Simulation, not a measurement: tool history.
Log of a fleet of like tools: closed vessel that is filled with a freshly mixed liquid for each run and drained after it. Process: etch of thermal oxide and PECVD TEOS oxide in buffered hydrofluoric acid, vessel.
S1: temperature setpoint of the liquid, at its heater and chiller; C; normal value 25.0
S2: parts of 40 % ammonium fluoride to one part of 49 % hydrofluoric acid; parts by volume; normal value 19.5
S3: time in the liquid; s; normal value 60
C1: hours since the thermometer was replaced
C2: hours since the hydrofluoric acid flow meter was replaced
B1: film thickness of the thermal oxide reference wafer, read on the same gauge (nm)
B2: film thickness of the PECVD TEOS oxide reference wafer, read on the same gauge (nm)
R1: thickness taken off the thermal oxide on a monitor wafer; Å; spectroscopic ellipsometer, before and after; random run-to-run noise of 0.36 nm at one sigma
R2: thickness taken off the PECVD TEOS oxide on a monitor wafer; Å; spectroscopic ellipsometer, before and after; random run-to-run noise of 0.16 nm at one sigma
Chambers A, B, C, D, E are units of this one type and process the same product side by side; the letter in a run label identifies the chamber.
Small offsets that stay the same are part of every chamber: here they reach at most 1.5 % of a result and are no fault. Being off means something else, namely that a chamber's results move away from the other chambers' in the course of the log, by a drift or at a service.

run 1D hour=6.2 | S1=25.0 S2=19.5 S3=60 | C1=490.4 C2=491.6 | B1=90.018 B2=29.998 | R1=384.27 R2=447.26
run 2A hour=11.6 | S1=25.0 S2=19.5 S3=60 | C1=196.6 C2=524.1 | B1=90.035 B2=30.021 | R1=395.65 R2=455.55
run 3E hour=19.5 | S1=25.0 S2=19.5 S3=60 | C1=741.3 C2=374.1 | B1=90.010 B2=30.015 | R1=381.79 R2=444.52
run 4C hour=27.6 | S1=25.0 S2=19.5 S3=60 | C1=634.7 C2=972.1 | B1=90.025 B2=30.006 | R1=384.02 R2=448.66
run 5B hour=32.5 | S1=25.0 S2=27.0 S3=90 | C1=1904.3 C2=176.9 | B1=90.011 B2=29.996 | R1=464.69 R2=532.90
run 6B hour=41.4 | S1=25.0 S2=27.0 S3=90 | C1=1913.2 C2=185.8 | B1=89.985 B2=30.014 | R1=465.45 R2=533.82
run 7A hour=47.4 | S1=25.0 S2=27.0 S3=90 | C1=232.4 C2=559.9 | B1=90.049 B2=29.987 | R1=460.73 R2=537.17
run 8E hour=51.5 | S1=25.0 S2=27.0 S3=90 | C1=773.3 C2=406.1 | B1=89.968 B2=29.991 | R1=452.96 R2=536.13
run 9D hour=59.4 | S1=25.0 S2=27.0 S3=90 | C1=543.6 C2=544.8 | B1=89.988 B2=30.004 | R1=456.63 R2=533.59
run 10C hour=65.5 | S1=25.0 S2=19.5 S3=60 | C1=672.6 C2=1010.0 | B1=90.023 B2=29.995 | R1=392.39 R2=449.68
run 11A hour=71.4 | S1=25.0 S2=19.5 S3=60 | C1=256.4 C2=583.9 | B1=90.025 B2=30.014 | R1=392.08 R2=452.59
run 12E hour=75.4 | S1=25.0 S2=19.5 S3=60 | C1=797.2 C2=430.0 | B1=89.974 B2=29.994 | R1=387.39 R2=446.48
run 13D hour=79.9 | S1=25.0 S2=19.5 S3=60 | C1=564.1 C2=565.3 | B1=89.989 B2=29.985 | R1=382.35 R2=448.53
-- hour=80.9 chamber A: hydrofluoric acid flow meter replaced
run 14C hour=87.9 | S1=25.0 S2=19.5 S3=60 | C1=695.0 C2=1032.4 | B1=89.964 B2=30.019 | R1=392.62 R2=446.72
run 15B hour=96.2 | S1=25.0 S2=19.5 S3=60 | C1=1968.0 C2=240.6 | B1=90.022 B2=29.994 | R1=389.44 R2=445.08
run 16D hour=102.5 | S1=25.0 S2=19.5 S3=60 | C1=586.7 C2=587.9 | B1=90.046 B2=29.975 | R1=383.80 R2=446.47
run 17B hour=111.6 | S1=25.0 S2=19.5 S3=60 | C1=1983.4 C2=256.0 | B1=89.985 B2=30.003 | R1=386.11 R2=446.19
run 18A hour=118.0 | S1=22.5 S2=24.0 S3=60 | C1=303.0 C2=37.2 | B1=90.042 B2=30.029 | R1=290.12 R2=340.56
run 19E hour=123.0 | S1=22.5 S2=24.0 S3=60 | C1=844.8 C2=477.6 | B1=89.984 B2=30.001 | R1=289.38 R2=331.92
run 20C hour=127.3 | S1=22.5 S2=24.0 S3=60 | C1=734.4 C2=1071.8 | B1=90.057 B2=30.007 | R1=291.16 R2=336.09
run 21A hour=135.0 | S1=22.5 S2=24.0 S3=60 | C1=320.0 C2=54.2 | B1=90.004 B2=30.006 | R1=289.56 R2=340.46
run 22D hour=139.4 | S1=22.5 S2=24.0 S3=60 | C1=623.6 C2=624.8 | B1=89.932 B2=30.031 | R1=285.72 R2=335.99
run 23C hour=147.8 | S1=25.0 S2=19.5 S3=60 | C1=754.9 C2=1092.3 | B1=89.947 B2=29.977 | R1=388.85 R2=447.88
run 24B hour=154.3 | S1=25.0 S2=19.5 S3=60 | C1=2026.1 C2=298.7 | B1=89.982 B2=30.001 | R1=387.52 R2=446.73
run 25E hour=163.3 | S1=28.0 S2=19.5 S3=60 | C1=885.1 C2=517.9 | B1=90.015 B2=29.999 | R1=448.12 R2=519.53
run 26A hour=170.2 | S1=28.0 S2=19.5 S3=60 | C1=355.2 C2=89.4 | B1=90.017 B2=30.033 | R1=460.65 R2=533.22
run 27D hour=178.2 | S1=28.0 S2=19.5 S3=60 | C1=662.4 C2=663.6 | B1=90.047 B2=30.012 | R1=450.95 R2=527.09
run 28C hour=186.4 | S1=28.0 S2=19.5 S3=60 | C1=793.5 C2=1130.9 | B1=90.016 B2=30.012 | R1=454.26 R2=527.94
run 29E hour=194.2 | S1=28.0 S2=19.5 S3=60 | C1=916.0 C2=548.8 | B1=89.954 B2=29.971 | R1=450.13 R2=521.42
run 30B hour=201.4 | S1=25.0 S2=19.5 S3=60 | C1=2073.2 C2=345.8 | B1=90.001 B2=30.022 | R1=386.89 R2=446.44
-- hour=204.4 chamber C: hydrofluoric acid flow meter replaced
run 31A hour=207.5 | S1=28.0 S2=19.5 S3=60 | C1=392.5 C2=126.7 | B1=90.020 B2=30.037 | R1=453.14 R2=532.26
run 32C hour=212.0 | S1=28.0 S2=19.5 S3=60 | C1=819.1 C2=7.7 | B1=90.038 B2=29.993 | R1=453.77 R2=523.41
run 33D hour=220.8 | S1=28.0 S2=19.5 S3=60 | C1=705.0 C2=706.2 | B1=90.038 B2=30.026 | R1=443.28 R2=526.20
run 34E hour=227.7 | S1=28.0 S2=19.5 S3=60 | C1=949.5 C2=582.3 | B1=90.019 B2=30.003 | R1=460.35 R2=521.24
run 35B hour=234.2 | S1=28.0 S2=19.5 S3=60 | C1=2106.0 C2=378.6 | B1=90.018 B2=29.992 | R1=455.13 R2=522.79
run 36B hour=239.5 | S1=25.0 S2=19.5 S3=60 | C1=2111.3 C2=383.9 | B1=89.947 B2=29.985 | R1=387.97 R2=445.56
run 37A hour=244.8 | S1=25.0 S2=19.5 S3=60 | C1=429.8 C2=164.0 | B1=90.017 B2=29.965 | R1=380.03 R2=454.25
run 38E hour=248.7 | S1=25.0 S2=19.5 S3=60 | C1=970.5 C2=603.3 | B1=90.048 B2=30.013 | R1=384.94 R2=442.64
run 39C hour=253.4 | S1=25.0 S2=19.5 S3=60 | C1=860.5 C2=49.1 | B1=89.943 B2=30.010 | R1=392.13 R2=446.33

Read the log: is a single chamber off, either drifting away or since a service, is the gauge that measures every chamber drifting, or is nothing wrong beyond small per-chamber offsets? Name any odd chamber and what most likely caused it.

The fleet is healthy, with each chamber sitting at its usual small offset and no drift in the gauge.
